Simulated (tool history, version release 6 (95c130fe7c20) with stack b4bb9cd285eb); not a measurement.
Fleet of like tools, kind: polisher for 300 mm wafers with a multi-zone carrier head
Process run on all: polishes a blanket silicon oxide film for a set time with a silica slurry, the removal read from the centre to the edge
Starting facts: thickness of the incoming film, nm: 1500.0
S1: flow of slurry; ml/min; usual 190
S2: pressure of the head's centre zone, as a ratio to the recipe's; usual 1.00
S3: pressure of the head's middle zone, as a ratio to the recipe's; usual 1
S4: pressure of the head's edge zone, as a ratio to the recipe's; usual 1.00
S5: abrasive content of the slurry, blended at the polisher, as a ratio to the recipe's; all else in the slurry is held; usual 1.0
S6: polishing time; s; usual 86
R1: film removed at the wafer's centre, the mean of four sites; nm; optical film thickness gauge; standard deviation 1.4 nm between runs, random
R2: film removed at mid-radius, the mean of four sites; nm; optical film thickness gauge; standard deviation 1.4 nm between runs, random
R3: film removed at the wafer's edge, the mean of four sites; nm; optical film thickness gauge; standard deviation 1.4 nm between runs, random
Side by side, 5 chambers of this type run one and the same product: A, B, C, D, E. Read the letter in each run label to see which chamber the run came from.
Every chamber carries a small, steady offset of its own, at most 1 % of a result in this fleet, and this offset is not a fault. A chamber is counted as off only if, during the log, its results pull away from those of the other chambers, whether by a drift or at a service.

| run | hour | S1 | S2 | S3 | S4 | S5 | S6 | R1 | R2 | R3 |
|---|---|---|---|---|---|---|---|---|---|---|
| 1B | 2.8 | 190 | 1.00 | 1 | 1.00 | 1.0 | 86 | 205.45 | 205.30 | 207.78 |
|  | 2.9 | chamber B: centre zone pressure recalibrated |
|  | 6.4 | chamber D: slurry nozzle cleaned |
| 2D | 6.4 | 190 | 1.00 | 1 | 1.00 | 1.0 | 86 | 206.08 | 206.68 | 206.01 |
| 3A | 9.1 | 190 | 1.00 | 1 | 1.00 | 1.0 | 86 | 206.11 | 208.04 | 207.69 |
|  | 10.9 | chamber C: worn pad replaced by a new one |
| 4C | 12.5 | 190 | 1.00 | 1 | 1.00 | 1.0 | 86 | 207.54 | 208.92 | 205.80 |
| 5E | 14.9 | 190 | 1.00 | 1 | 1.00 | 1.0 | 86 | 203.95 | 207.65 | 208.47 |
| 6A | 18.6 | 190 | 1.00 | 1 | 1.00 | 1.0 | 86 | 205.56 | 207.41 | 203.76 |
| 7E | 23.1 | 190 | 1.00 | 1 | 1.00 | 1.3 | 68 | 181.80 | 184.67 | 184.10 |
| 8C | 27.6 | 190 | 1.00 | 1 | 1.00 | 1.3 | 68 | 181.55 | 180.29 | 181.85 |
|  | 28.3 | chamber B: worn pad replaced by a new one |
| 9B | 31.8 | 190 | 1.00 | 1 | 1.00 | 1.3 | 68 | 184.10 | 182.17 | 182.86 |
|  | 32.7 | chamber E: slurry nozzle cleaned |
|  | 34.2 | chamber A: worn pad replaced by a new one |
| 10D | 35.6 | 190 | 1.00 | 1 | 1.00 | 1.3 | 68 | 182.38 | 180.62 | 182.04 |
| 11B | 37.8 | 190 | 1.00 | 1 | 1.00 | 1.3 | 68 | 179.73 | 181.02 | 182.66 |
| 12C | 41.4 | 190 | 1.00 | 1 | 1.00 | 1.0 | 86 | 208.44 | 205.23 | 207.80 |
| 13E | 45.4 | 190 | 1.00 | 1 | 1.00 | 1.0 | 86 | 207.94 | 205.40 | 207.08 |
| 14A | 48.7 | 190 | 1.00 | 1 | 1.00 | 1.0 | 86 | 204.83 | 207.10 | 204.07 |
| 15D | 51.5 | 190 | 1.00 | 1 | 1.00 | 1.0 | 86 | 205.56 | 209.38 | 205.70 |
| 16B | 54.7 | 190 | 1.00 | 1 | 1.00 | 1.0 | 86 | 205.00 | 203.78 | 207.27 |
| 17E | 57.2 | 240 | 0.93 | 1 | 1.00 | 1.0 | 86 | 196.81 | 213.84 | 211.02 |
| 18C | 60.8 | 240 | 0.93 | 1 | 1.00 | 1.0 | 86 | 197.87 | 212.85 | 210.05 |
| 19A | 63.9 | 240 | 0.93 | 1 | 1.00 | 1.0 | 86 | 193.77 | 214.05 | 208.90 |
| 20D | 67.8 | 240 | 0.93 | 1 | 1.00 | 1.0 | 86 | 197.76 | 212.98 | 213.20 |
| 21E | 72.3 | 240 | 0.93 | 1 | 1.00 | 1.0 | 86 | 195.75 | 211.46 | 210.76 |
| 22A | 76.3 | 190 | 1.00 | 1 | 1.00 | 1.0 | 86 | 203.22 | 202.80 | 205.34 |
| 23B | 78.6 | 190 | 1.00 | 1 | 1.00 | 1.0 | 86 | 203.90 | 205.78 | 206.66 |
| 24D | 82.2 | 190 | 1.00 | 1 | 1.00 | 1.0 | 86 | 204.53 | 208.14 | 209.07 |
| 25C | 84.5 | 190 | 1.00 | 1 | 1.00 | 1.0 | 86 | 208.25 | 205.97 | 206.43 |
| 26D | 87.9 | 190 | 0.91 | 1 | 1.00 | 1.0 | 110 | 236.15 | 264.88 | 266.31 |
|  | 89.3 | chamber D: worn pad replaced by a new one |
| 27E | 90.9 | 190 | 0.91 | 1 | 1.00 | 1.0 | 110 | 234.54 | 265.56 | 264.60 |
| 28B | 95.8 | 190 | 0.91 | 1 | 1.00 | 1.0 | 110 | 237.85 | 265.98 | 266.79 |
| 29A | 98.3 | 190 | 0.91 | 1 | 1.00 | 1.0 | 110 | 231.34 | 257.70 | 258.77 |
| 30C | 103.2 | 190 | 0.91 | 1 | 1.00 | 1.0 | 110 | 238.67 | 262.03 | 265.15 |
| 31B | 108.0 | 190 | 1.00 | 1 | 1.00 | 1.0 | 86 | 206.76 | 208.94 | 210.27 |
| 32A | 110.4 | 155 | 1.00 | 1 | 0.89 | 1.0 | 86 | 185.79 | 191.66 | 183.47 |
| 33D | 115.0 | 155 | 1.00 | 1 | 0.89 | 1.0 | 86 | 200.28 | 200.10 | 188.81 |
| 34C | 117.6 | 155 | 1.00 | 1 | 0.89 | 1.0 | 86 | 199.01 | 197.22 | 190.89 |
| 35E | 120.9 | 155 | 1.00 | 1 | 0.89 | 1.0 | 86 | 196.20 | 196.92 | 187.13 |
| 36E | 125.2 | 155 | 1.00 | 1 | 0.89 | 1.0 | 86 | 195.73 | 199.40 | 187.18 |
| 37C | 127.8 | 190 | 1.00 | 1 | 1.00 | 1.0 | 86 | 207.82 | 205.12 | 207.28 |
| 38D | 132.0 | 190 | 1.00 | 1 | 1.00 | 1.0 | 86 | 205.37 | 208.00 | 204.50 |

All chambers now run identical settings, listed one chamber a line with results as question marks. What results will each chamber show?
| 39A | 135.5 | 190 | 1.00 | 1 | 1.00 | 1.0 | 86 | ? | ? | ? |
| 39B | 135.5 | 190 | 1.00 | 1 | 1.00 | 1.0 | 86 | ? | ? | ? |
| 39C | 135.5 | 190 | 1.00 | 1 | 1.00 | 1.0 | 86 | ? | ? | ? |
| 39D | 135.5 | 190 | 1.00 | 1 | 1.00 | 1.0 | 86 | ? | ? | ? |
| 39E | 135.5 | 190 | 1.00 | 1 | 1.00 | 1.0 | 86 | ? | ? | ? |

| run | R1 | R2 | R3 |
|---|---|---|---|
| 39A | 192.53 | 194.81 | 200.46 |
| 39B | 206.86 | 204.91 | 209.02 |
| 39C | 208.82 | 205.90 | 207.12 |
| 39D | 207.93 | 206.53 | 208.12 |
| 39E | 203.80 | 204.17 | 204.31 |
